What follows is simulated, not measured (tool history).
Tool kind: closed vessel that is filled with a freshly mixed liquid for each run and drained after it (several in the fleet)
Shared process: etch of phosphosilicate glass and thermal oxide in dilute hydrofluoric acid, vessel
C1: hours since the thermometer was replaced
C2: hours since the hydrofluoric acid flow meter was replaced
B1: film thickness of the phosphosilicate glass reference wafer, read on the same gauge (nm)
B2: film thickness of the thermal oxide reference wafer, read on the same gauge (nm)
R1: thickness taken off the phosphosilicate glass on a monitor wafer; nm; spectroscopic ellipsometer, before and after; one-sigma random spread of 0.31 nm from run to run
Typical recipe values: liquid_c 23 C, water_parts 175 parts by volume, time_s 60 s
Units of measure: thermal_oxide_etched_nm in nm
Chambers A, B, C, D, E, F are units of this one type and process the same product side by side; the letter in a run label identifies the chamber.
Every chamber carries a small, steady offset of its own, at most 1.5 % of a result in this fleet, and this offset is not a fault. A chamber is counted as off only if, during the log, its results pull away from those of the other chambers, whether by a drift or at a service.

run 1B hour=9.3 | liquid_c=23 water_parts=175 time_s=60 | C1=720.7 C2=623.8 | B1=50.013 B2=50.009 | R1=57.853 thermal_oxide_etched_nm=1.4237
run 2F hour=22.5 | liquid_c=23 water_parts=175 time_s=60 | C1=1401 C2=471.8 | B1=50.009 B2=49.957 | R1=56.708 thermal_oxide_etched_nm=1.3795
run 3A hour=32.2 | liquid_c=23 water_parts=175 time_s=60 | C1=287.1 C2=192.7 | B1=50.028 B2=50.023 | R1=58.201 thermal_oxide_etched_nm=1.3921
run 4E hour=40.4 | liquid_c=23 water_parts=175 time_s=60 | C1=2065.5 C2=268.8 | B1=50.017 B2=49.975 | R1=57.377 thermal_oxide_etched_nm=1.3992
run 5D hour=52.9 | liquid_c=23 water_parts=175 time_s=60 | C1=970.1 C2=286.5 | B1=50.002 B2=50.011 | R1=57.867 thermal_oxide_etched_nm=1.3922
run 6C hour=63.8 | liquid_c=23 water_parts=175 time_s=90 | C1=949.6 C2=1234 | B1=50.013 B2=50.014 | R1=85.787 thermal_oxide_etched_nm=2.1318
run 7A hour=73.4 | liquid_c=23 water_parts=175 time_s=90 | C1=328.3 C2=233.9 | B1=50.035 B2=49.966 | R1=87.255 thermal_oxide_etched_nm=2.0344
run 8D hour=83.1 | liquid_c=23 water_parts=175 time_s=90 | C1=1000.3 C2=316.7 | B1=50.002 B2=50.037 | R1=86.911 thermal_oxide_etched_nm=2.1608
run 9E hour=95.1 | liquid_c=23 water_parts=175 time_s=90 | C1=2120.2 C2=323.5 | B1=49.997 B2=49.998 | R1=86.63 thermal_oxide_etched_nm=2.1155
run 10C hour=108.6 | liquid_c=23 water_parts=175 time_s=90 | C1=994.4 C2=1278.8 | B1=49.974 B2=50.032 | R1=86.495 thermal_oxide_etched_nm=2.1932
run 11F hour=118.7 | liquid_c=23 water_parts=175 time_s=90 | C1=1497.2 C2=568 | B1=49.988 B2=50.009 | R1=85.667 thermal_oxide_etched_nm=2.1054
run 12B hour=128.8 | liquid_c=20 water_parts=175 time_s=45 | C1=840.2 C2=743.3 | B1=49.979 B2=49.984 | R1=38.451 thermal_oxide_etched_nm=0.93416
run 13D hour=137.7 | liquid_c=20 water_parts=175 time_s=45 | C1=1054.9 C2=371.3 | B1=49.985 B2=49.924 | R1=38.518 thermal_oxide_etched_nm=0.91794
run 14B hour=145.1 | liquid_c=20 water_parts=175 time_s=45 | C1=856.5 C2=759.6 | B1=49.981 B2=49.961 | R1=38.332 thermal_oxide_etched_nm=0.95092
run 15F hour=155.6 | liquid_c=20 water_parts=175 time_s=45 | C1=1534.1 C2=604.9 | B1=49.977 B2=50.009 | R1=38.354 thermal_oxide_etched_nm=0.92318
run 16E hour=162.6 | liquid_c=20 water_parts=175 time_s=45 | C1=2187.7 C2=391 | B1=49.967 B2=50.019 | R1=38.855 thermal_oxide_etched_nm=0.94193
run 17A hour=174.6 | liquid_c=20 water_parts=175 time_s=45 | C1=429.5 C2=335.1 | B1=50.016 B2=50.083 | R1=38.594 thermal_oxide_etched_nm=0.9369
run 18C hour=180.9 | liquid_c=23 water_parts=175 time_s=60 | C1=1066.7 C2=1351.1 | B1=50.001 B2=50.004 | R1=58.126 thermal_oxide_etched_nm=1.3763
run 19A hour=188.3 | liquid_c=23 water_parts=100 time_s=75 | C1=443.2 C2=348.8 | B1=49.975 B2=49.988 | R1=137.27 thermal_oxide_etched_nm=3.2635
run 20B hour=196.9 | liquid_c=23 water_parts=100 time_s=75 | C1=908.3 C2=811.4 | B1=50.017 B2=50.006 | R1=135.47 thermal_oxide_etched_nm=3.359
run 21D hour=205.4 | liquid_c=23 water_parts=100 time_s=75 | C1=1122.6 C2=439 | B1=50.015 B2=49.99 | R1=138 thermal_oxide_etched_nm=3.4154
run 22C hour=216.7 | liquid_c=23 water_parts=100 time_s=75 | C1=1102.5 C2=1386.9 | B1=49.998 B2=50.016 | R1=136.8 thermal_oxide_etched_nm=3.2841
-- hour=220.3 chamber F: thermometer replaced
-- hour=221.9 chamber F: hydrofluoric acid flow meter replaced
run 23F hour=227.2 | liquid_c=23 water_parts=100 time_s=75 | C1=6.9 C2=5.4 | B1=50.008 B2=49.981 | R1=137.26 thermal_oxide_etched_nm=3.3482
run 24E hour=240.8 | liquid_c=23 water_parts=100 time_s=75 | C1=2265.9 C2=469.2 | B1=50.034 B2=49.975 | R1=136.45 thermal_oxide_etched_nm=3.3235
run 25A hour=248 | liquid_c=23 water_parts=175 time_s=60 | C1=502.9 C2=408.5 | B1=50.016 B2=50.005 | R1=57.643 thermal_oxide_etched_nm=1.3715
run 26C hour=254.5 | liquid_c=23 water_parts=175 time_s=60 | C1=1140.3 C2=1424.7 | B1=49.968 B2=50.003 | R1=57.492 thermal_oxide_etched_nm=1.3947
run 27F hour=263.3 | liquid_c=23 water_parts=175 time_s=60 | C1=43 C2=41.5 | B1=50.019 B2=50.017 | R1=57.829 thermal_oxide_etched_nm=1.3694
run 28E hour=273.1 | liquid_c=23 water_parts=175 time_s=60 | C1=2298.2 C2=501.5 | B1=49.979 B2=50.024 | R1=58.097 thermal_oxide_etched_nm=1.4033
run 29D hour=279.5 | liquid_c=23 water_parts=175 time_s=60 | C1=1196.7 C2=513.1 | B1=50.006 B2=49.982 | R1=58.002 thermal_oxide_etched_nm=1.3783
run 30B hour=289.9 | liquid_c=23 water_parts=175 time_s=60 | C1=1001.3 C2=904.4 | B1=49.992 B2=50.001 | R1=57.923 thermal_oxide_etched_nm=1.4358
run 31E hour=303.7 | liquid_c=23 water_parts=175 time_s=60 | C1=2328.8 C2=532.1 | B1=50.039 B2=49.951 | R1=57.364 thermal_oxide_etched_nm=1.4045
run 32C hour=313.8 | liquid_c=23 water_parts=175 time_s=60 | C1=1199.6 C2=1484 | B1=49.993 B2=50.006 | R1=58.438 thermal_oxide_etched_nm=1.3977
run 33F hour=325.3 | liquid_c=23 water_parts=175 time_s=60 | C1=105 C2=103.5 | B1=50.01 B2=50.037 | R1=57.361 thermal_oxide_etched_nm=1.3286
run 34A hour=337.4 | liquid_c=23 water_parts=175 time_s=60 | C1=592.3 C2=497.9 | B1=49.988 B2=50.004 | R1=57.96 thermal_oxide_etched_nm=1.4166
run 35B hour=344.3 | liquid_c=23 water_parts=175 time_s=60 | C1=1055.7 C2=958.8 | B1=50.01 B2=49.987 | R1=57.272 thermal_oxide_etched_nm=1.3965
-- hour=349.5 chamber E: hydrofluoric acid flow meter replaced
run 36D hour=358 | liquid_c=23 water_parts=175 time_s=60 | C1=1275.2 C2=591.6 | B1=49.996 B2=50.005 | R1=57.759 thermal_oxide_etched_nm=1.3589
-- hour=361.8 chamber D: hydrofluoric acid flow meter replaced
run 37C hour=368.1 | liquid_c=23 water_parts=175 time_s=60 | C1=1253.9 C2=1538.3 | B1=50.017 B2=50.024 | R1=57.94 thermal_oxide_etched_nm=1.3603
run 38A hour=374.5 | liquid_c=23 water_parts=175 time_s=60 | C1=629.4 C2=535 | B1=50.022 B2=50 | R1=57.712 thermal_oxide_etched_nm=1.3667
run 39D hour=382.2 | liquid_c=23 water_parts=175 time_s=60 | C1=1299.4 C2=20.5 | B1=49.985 B2=49.983 | R1=57.674 thermal_oxide_etched_nm=1.4739
run 40B hour=394.9 | liquid_c=18.5 water_parts=215 time_s=60 | C1=1106.3 C2=1009.4 | B1=49.994 B2=49.982 | R1=38.236 thermal_oxide_etched_nm=0.90392
run 41E hour=405.4 | liquid_c=18.5 water_parts=215 time_s=60 | C1=2430.5 C2=56 | B1=49.985 B2=50.005 | R1=38.012 thermal_oxide_etched_nm=0.98307

Which is it: a chamber that has drifted or been left off by a service, a gauge drift common to all chambers, or only each chamber's usual small offset? If a chamber is off, name it and its likeliest cause.

No chamber stands off beyond its own small offset, and the gauge holds steady.
